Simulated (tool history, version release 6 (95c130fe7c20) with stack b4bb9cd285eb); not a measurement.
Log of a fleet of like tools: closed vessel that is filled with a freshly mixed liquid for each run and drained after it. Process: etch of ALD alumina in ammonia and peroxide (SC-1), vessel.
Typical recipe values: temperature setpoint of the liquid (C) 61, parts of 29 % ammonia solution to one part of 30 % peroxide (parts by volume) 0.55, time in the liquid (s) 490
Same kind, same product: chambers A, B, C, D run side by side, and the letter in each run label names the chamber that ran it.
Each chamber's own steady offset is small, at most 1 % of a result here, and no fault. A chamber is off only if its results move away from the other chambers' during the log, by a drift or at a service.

| run | hour | temperature setpoint of the liquid (C) | parts of 29 % ammonia solution to one part of 30 % peroxide (parts by volume) | time in the liquid (s) | read-back film thickness of the ALD alumina reference wafer, read on the same gauge (nm) | thickness taken off the ALD alumina on a monitor wafer (angstrom) |
|---|---|---|---|---|---|---|
|  | 6.9 | chamber D: new drum of ammonia solution connected |
| 1A | 7.3 | 61 | 0.55 | 490 | 49.974 | 520.51 |
| 2D | 13.1 | 61 | 0.55 | 490 | 49.986 | 528.64 |
| 3C | 19 | 61 | 0.55 | 490 | 50.009 | 529.01 |
| 4B | 29.9 | 61 | 0.55 | 490 | 49.99 | 528.65 |
| 5A | 37.3 | 61 | 0.55 | 490 | 50.057 | 516.32 |
| 6C | 45.8 | 61 | 0.55 | 490 | 49.985 | 527.22 |
| 7D | 54.6 | 61 | 0.55 | 490 | 50.044 | 523.81 |
| 8B | 65.7 | 61 | 0.55 | 490 | 49.988 | 525.19 |
| 9A | 75.6 | 61 | 0.55 | 490 | 50.009 | 521.05 |
| 10D | 85.7 | 70 | 0.3 | 490 | 50.021 | 766.63 |
| 11C | 94.1 | 70 | 0.3 | 490 | 50.009 | 765.54 |
|  | 95.3 | chamber D: ammonia flow meter replaced |
| 12B | 99 | 70 | 0.3 | 490 | 50.028 | 774.73 |
| 13D | 108.4 | 70 | 0.3 | 490 | 50.014 | 786.29 |
|  | 110.3 | chamber C: thermometer replaced |
| 14C | 114 | 61 | 0.55 | 490 | 49.997 | 523.19 |
| 15A | 119.9 | 61 | 0.55 | 490 | 50.014 | 521.14 |
|  | 127.9 | chamber A: thermometer replaced |
| 16B | 129.7 | 61 | 0.55 | 490 | 50.016 | 526.45 |
| 17B | 136.4 | 61 | 0.55 | 490 | 50.032 | 529.91 |
| 18A | 146.5 | 61 | 0.55 | 490 | 49.941 | 519.29 |
| 19C | 155.1 | 61 | 0.55 | 490 | 49.992 | 525.94 |
| 20D | 163.3 | 61 | 0.35 | 490 | 49.966 | 524.65 |
| 21C | 172 | 61 | 0.35 | 490 | 49.958 | 502.86 |
| 22A | 179.9 | 61 | 0.35 | 490 | 49.998 | 501.66 |
| 23D | 187 | 61 | 0.35 | 490 | 50.039 | 525.16 |
| 24B | 195.7 | 61 | 0.55 | 490 | 49.981 | 530.47 |
| 25B | 201.3 | 61 | 0.55 | 490 | 49.997 | 530.69 |
| 26D | 209.1 | 61 | 0.55 | 490 | 50.02 | 547.02 |
| 27A | 217.8 | 61 | 0.55 | 490 | 50.025 | 522.38 |
|  | 219.6 | chamber C: ammonia flow meter replaced |
| 28C | 226.8 | 61 | 0.55 | 490 | 49.991 | 522.42 |
| 29B | 234.9 | 61 | 0.55 | 490 | 49.971 | 531.71 |
| 30D | 244.1 | 61 | 0.55 | 490 | 49.989 | 560.07 |
| 31A | 255.1 | 61 | 0.55 | 490 | 49.996 | 521.64 |
| 32C | 263.3 | 61 | 0.55 | 490 | 49.97 | 526.72 |
| 33D | 271.7 | 61 | 0.55 | 490 | 49.981 | 567.19 |
| 34B | 280.7 | 61 | 0.55 | 490 | 50.02 | 529.52 |
| 35A | 285.6 | 61 | 0.55 | 490 | 49.981 | 523.32 |
| 36C | 292 | 61 | 0.55 | 490 | 50.004 | 531.25 |
| 37B | 299 | 61 | 0.55 | 490 | 49.95 | 529.42 |
| 38C | 306.7 | 61 | 0.55 | 490 | 49.984 | 524.83 |
| 39A | 315.7 | 61 | 0.55 | 490 | 50.009 | 526.98 |
|  | 317.6 | chamber C: new drum of ammonia solution connected |
| 40D | 325.7 | 61 | 0.55 | 490 | 49.949 | 585.12 |
| 41B | 334.2 | 61 | 0.55 | 490 | 49.927 | 537.74 |
| 42C | 341.3 | 61 | 0.55 | 490 | 50.023 | 523.82 |

Read the log: is a single chamber off, either drifting away or since a service, is the gauge that measures every chamber drifting, or is nothing wrong beyond small per-chamber offsets? Name any odd chamber and what most likely caused it.

Little by little, chamber D moves away from the other chambers.
Most likely cause: liquid hotter than its thermometer reads (K) = 2.22.

Chamber D could run next with any of the 4 candidate recipes listed below; each alters the usual settings, and their results appear as question marks. Which one brings its results back in line with what the other chambers deliver on the usual settings?
A result is in line if it is within this distance of the other chambers' mean on the usual settings: thickness taken off the ALD alumina on a monitor wafer (angstrom) 15
| 43D-1 | 349.3 | 60 | 0.55 | 490 |  | ? |
| 43D-2 | 349.3 | 61 | 0.55 | 545 |  | ? |
| 43D-3 | 349.3 | 61 | 0.55 | 515 |  | ? |
| 43D-4 | 349.3 | 60 | 0.55 | 460 |  | ? |

Average result of the remaining chambers running the usual settings: thickness taken off the ALD alumina on a monitor wafer (angstrom) 525.25
| run | thickness taken off the ALD alumina on a monitor wafer (angstrom) |
|---|---|
| 43D-1 | 560.31 |
| 43D-2 | 655.41 |
| 43D-3 | 619.33 |
| 43D-4 | 526.01 |
43D-4 is the one that brings the chamber's results back in line with the other chambers.
